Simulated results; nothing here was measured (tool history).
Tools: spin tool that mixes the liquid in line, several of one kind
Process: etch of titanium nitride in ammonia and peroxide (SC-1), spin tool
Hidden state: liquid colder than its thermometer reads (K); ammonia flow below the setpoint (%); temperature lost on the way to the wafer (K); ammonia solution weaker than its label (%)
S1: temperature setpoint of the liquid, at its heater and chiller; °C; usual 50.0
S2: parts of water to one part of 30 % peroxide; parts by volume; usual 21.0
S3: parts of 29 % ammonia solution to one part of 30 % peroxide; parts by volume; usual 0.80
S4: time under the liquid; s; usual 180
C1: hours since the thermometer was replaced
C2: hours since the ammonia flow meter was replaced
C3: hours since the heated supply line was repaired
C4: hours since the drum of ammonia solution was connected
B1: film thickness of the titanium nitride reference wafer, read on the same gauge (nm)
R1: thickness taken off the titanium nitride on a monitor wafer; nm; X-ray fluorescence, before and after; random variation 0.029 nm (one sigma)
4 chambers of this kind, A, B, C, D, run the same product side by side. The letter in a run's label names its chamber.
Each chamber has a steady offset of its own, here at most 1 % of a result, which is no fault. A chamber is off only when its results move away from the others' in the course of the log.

run   hour    S1    S2    S3   S4     C1      C2      C3     C4      B1      R1
 1A    4.8  50.0  21.0  0.80  180   45.8   321.4   933.9  134.8  110.00  7.0205
 2C   13.8  50.0  21.0  0.80  180  366.6   965.0   448.0  556.9  110.06  6.9437
 3D   21.3  50.0  21.0  0.80  180   23.5  1012.2   115.2  728.1  110.02  6.9356
 4B   27.1  50.0  21.0  0.80  180  657.4   438.9   789.8  201.8  109.99  7.0365
 5D   31.6  43.5  21.0  1.05  180   33.8  1022.5   125.5  738.4  110.01  4.5717
 6A   37.7  43.5  21.0  1.05  180   78.7   354.3   966.8  167.7  110.00  4.6710
 7B   43.5  43.5  21.0  1.05  180  673.8   455.3   806.2  218.2  110.00  4.5673
 8C   49.0  43.5  21.0  1.05  180  401.8  1000.2   483.2  592.1  109.94  4.5846
 9B   53.5  50.0  21.0  0.80  180  683.8   465.3   816.2  228.2  109.98  6.9227
10A   62.3  50.0  21.0  0.80  180  103.3   378.9   991.4  192.3  110.00  6.9999
11D   67.4  50.0  21.0  0.80  180   69.6  1058.3   161.3  774.2  110.02  6.9432
12C   72.7  50.0  21.0  0.80  180  425.5  1023.9   506.9  615.8  109.99  6.9407
13D   81.2  50.0  21.0  0.80  180   83.4  1072.1   175.1  788.0  110.01  6.9267
14C   85.5  50.0  21.0  0.80  180  438.3  1036.7   519.7  628.6  109.99  6.9048
15A   92.6  50.0  21.0  0.80  180  133.6   409.2  1021.7  222.6  109.94  7.0167
16B  101.8  50.0  21.0  0.80  180  732.1   513.6   864.5  276.5  109.96  6.9781
17B  106.9  50.0  21.0  1.10  180  737.2   518.7   869.6  281.6  110.04  7.4093
     112.8  -- chamber D: new drum of ammonia solution connected
18D  114.7  50.0  21.0  1.10  180  116.9  1105.6   208.6    1.9  109.96  7.3321
19A  120.1  50.0  21.0  1.10  180  161.1   436.7  1049.2  250.1  110.02  7.3595
20C  125.6  50.0  21.0  1.10  180  478.4  1076.8   559.8  668.7  110.02  7.3196
21D  131.1  50.0  21.0  0.80  180  133.3  1122.0   225.0   18.3  109.97  6.8950
22C  137.9  50.0  21.0  0.80  180  490.7  1089.1   572.1  681.0  110.02  6.9179
23A  144.3  50.0  21.0  0.80  180  185.3   460.9  1073.4  274.3  110.00  6.9997
24B  151.9  50.0  21.0  0.80  180  782.2   563.7   914.6  326.6  109.99  6.9163
25B  158.8  50.0  21.0  0.80  180  789.1   570.6   921.5  333.5  109.97  6.8462
     161.1  -- chamber A: new drum of ammonia solution connected
26C  165.6  50.0  21.0  1.05  180  518.4  1116.8   599.8  708.7  110.00  7.2694
27A  170.4  50.0  21.0  1.05  180  211.4   487.0  1099.5    9.4  109.99  7.3624
28D  178.1  50.0  21.0  1.05  180  180.3  1169.0   272.0   65.3  110.00  7.2573
29B  182.2  50.0  21.0  1.05  180  812.5   594.0   944.9  356.9  109.96  7.2072
30D  186.9  50.0  21.0  0.80  180  189.1  1177.8   280.8   74.1  110.02  6.9558
     189.0  -- chamber D: ammonia flow meter replaced
31C  191.0  50.0  21.0  0.95  140  543.8  1142.2   625.2  734.1  110.04  5.5285
32A  199.9  50.0  21.0  0.95  140  240.9   516.5  1129.0   38.9  110.02  5.5829
     200.4  -- chamber C: new drum of ammonia solution connected
33C  205.5  50.0  21.0  0.95  140  558.3  1156.7   639.7    5.1  109.99  5.5733
     208.2  -- chamber A: ammonia flow meter replaced
34B  214.4  50.0  21.0  0.95  140  844.7   626.2   977.1  389.1  110.01  5.4178
35D  223.1  50.0  21.0  0.80  180  225.3    34.2   317.0  110.3  109.94  6.9432
36A  230.6  45.5  21.0  0.80   90  271.6    22.4  1159.7   69.6  110.02  2.5457
37C  237.1  45.5  21.0  0.80   90  589.9  1188.3   671.3   36.7  110.03  2.5119
38D  244.5  45.5  21.0  0.80   90  246.7    55.6   338.4  131.7  110.02  2.5260
39B  248.8  45.5  21.0  0.80   90  879.1   660.6  1011.5  423.5  110.01  2.4318
40A  254.4  50.0  27.5  0.80   90  295.4    46.2  1183.5   93.4  110.03  3.0290
41C  260.2  50.0  27.5  0.80   90  613.0  1211.4   694.4   59.8  110.02  2.9774
42A  265.6  50.0  27.5  0.80   90  306.6    57.4  1194.7  104.6  110.02  3.0294
43D  274.2  50.0  27.5  0.80   90  276.4    85.3   368.1  161.4  109.99  2.9788
44B  280.0  50.0  21.0  0.80  180  910.3   691.8  1042.7  454.7  109.98  6.6496

Is one chamber off against the others, does the gauge drift, or is nothing wrong? If a chamber is off, say which, and what the likeliest cause is.

Chamber B drifts away from the others.
Cause: temperature lost on the way to the wafer (K) = 0.716.
The log may not tell that from: liquid colder than its thermometer reads (K).

Here are 4 candidates for chamber B's next run, each the usual settings with a change, their results left as question marks. Which one brings its results back in line with what the others give on the usual settings?
In line means no further than this from the other chambers' mean on the usual settings: R1 0.1000 nm
45B-1  286.6  50.0  18.0  0.80  180                       ?
45B-2  286.6  50.0  21.0  0.60  180                       ?
45B-3  286.6  50.0  21.0  0.80  165                       ?
45B-4  286.6  50.0  21.0  1.05  180                       ?

The other chambers' mean on the usual settings: R1 6.9538 nm
  run      R1
45B-1  7.2363
45B-2  6.3054
45B-3  6.0874
45B-4  6.9643
45B-4 brings the chamber back in line.

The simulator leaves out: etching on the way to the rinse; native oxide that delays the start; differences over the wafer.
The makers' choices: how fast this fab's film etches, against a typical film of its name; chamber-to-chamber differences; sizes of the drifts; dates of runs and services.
